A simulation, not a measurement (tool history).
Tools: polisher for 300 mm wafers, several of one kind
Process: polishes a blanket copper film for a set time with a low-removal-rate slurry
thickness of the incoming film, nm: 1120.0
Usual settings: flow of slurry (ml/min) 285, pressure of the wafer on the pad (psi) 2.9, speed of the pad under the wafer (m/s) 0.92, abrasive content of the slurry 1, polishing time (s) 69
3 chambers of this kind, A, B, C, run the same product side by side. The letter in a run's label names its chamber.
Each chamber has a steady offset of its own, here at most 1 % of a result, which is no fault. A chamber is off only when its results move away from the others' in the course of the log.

run,hour,flow of slurry (ml/min),pressure of the wafer on the pad (psi),speed of the pad under the wafer (m/s),abrasive content of the slurry,polishing time (s),film removed (Å)
1B,6.4,285,2.9,0.92,1,69,1686
2A,16.4,285,2.9,0.92,1,69,1700.2
3C,26,285,2.9,0.92,1,69,1678.1
# hour 26.2: chamber B: head pressure recalibrated
4A,32,285,2.9,0.92,1,69,1691.5
5C,36.6,285,2.9,0.92,1,69,1661
# hour 38.8: chamber A: worn pad replaced by a new one
# hour 43.3: chamber C: worn pad replaced by a new one
6B,46.9,285,2.9,0.92,1,69,1695.7
7C,52.4,285,2.9,0.92,1,69,1654.8
8A,60.1,320,2.9,0.92,1,69,1718.1
9B,68.7,320,2.9,0.92,1,69,1724.3
10A,77.5,320,2.9,0.92,1,69,1716.5
# hour 80.7: chamber B: worn pad replaced by a new one
11B,83.4,285,2.9,0.92,1,69,1689.4
12C,88.9,285,2.9,0.92,1,69,1670.6
13C,97.8,285,2.9,0.92,1,69,1693.9
# hour 105.7: chamber C: worn pad replaced by a new one
# hour 106.3: chamber C: head pressure recalibrated
14B,107.9,285,2.9,0.92,1,69,1693.3
15A,116.6,285,2.9,0.92,1,69,1676.1
16C,124.8,285,2.9,0.92,1,69,1655.5
# hour 126.2: chamber A: worn pad replaced by a new one
17A,130.4,285,2.9,0.92,1,69,1685.9
18B,138.6,285,2.9,0.92,1,50,1219.4
19C,143.5,285,2.9,0.92,1,50,1200.2
20A,150.2,285,2.9,0.92,1,50,1219.7
21B,156.9,285,2.9,0.92,1,69,1695.7
# hour 160.9: chamber B: worn pad replaced by a new one
22A,165.8,285,2.9,0.92,1,69,1669.2
# hour 167.7: chamber C: worn pad replaced by a new one
23B,170.6,285,2.9,0.92,1,69,1678
24C,179,285,2.9,0.92,1,69,1662.6
25C,184.8,285,2.9,0.92,1,69,1648
26A,191.7,350,2.9,0.72,1,69,1333.6

Next, every chamber runs the same settings. What will each give?
27A,199.2,285,2.9,0.82,1,69,?
27B,199.2,285,2.9,0.82,1,69,?
27C,199.2,285,2.9,0.82,1,69,?

run,film removed (Å)
27A,1503.8
27B,1500.9
27C,1495.1
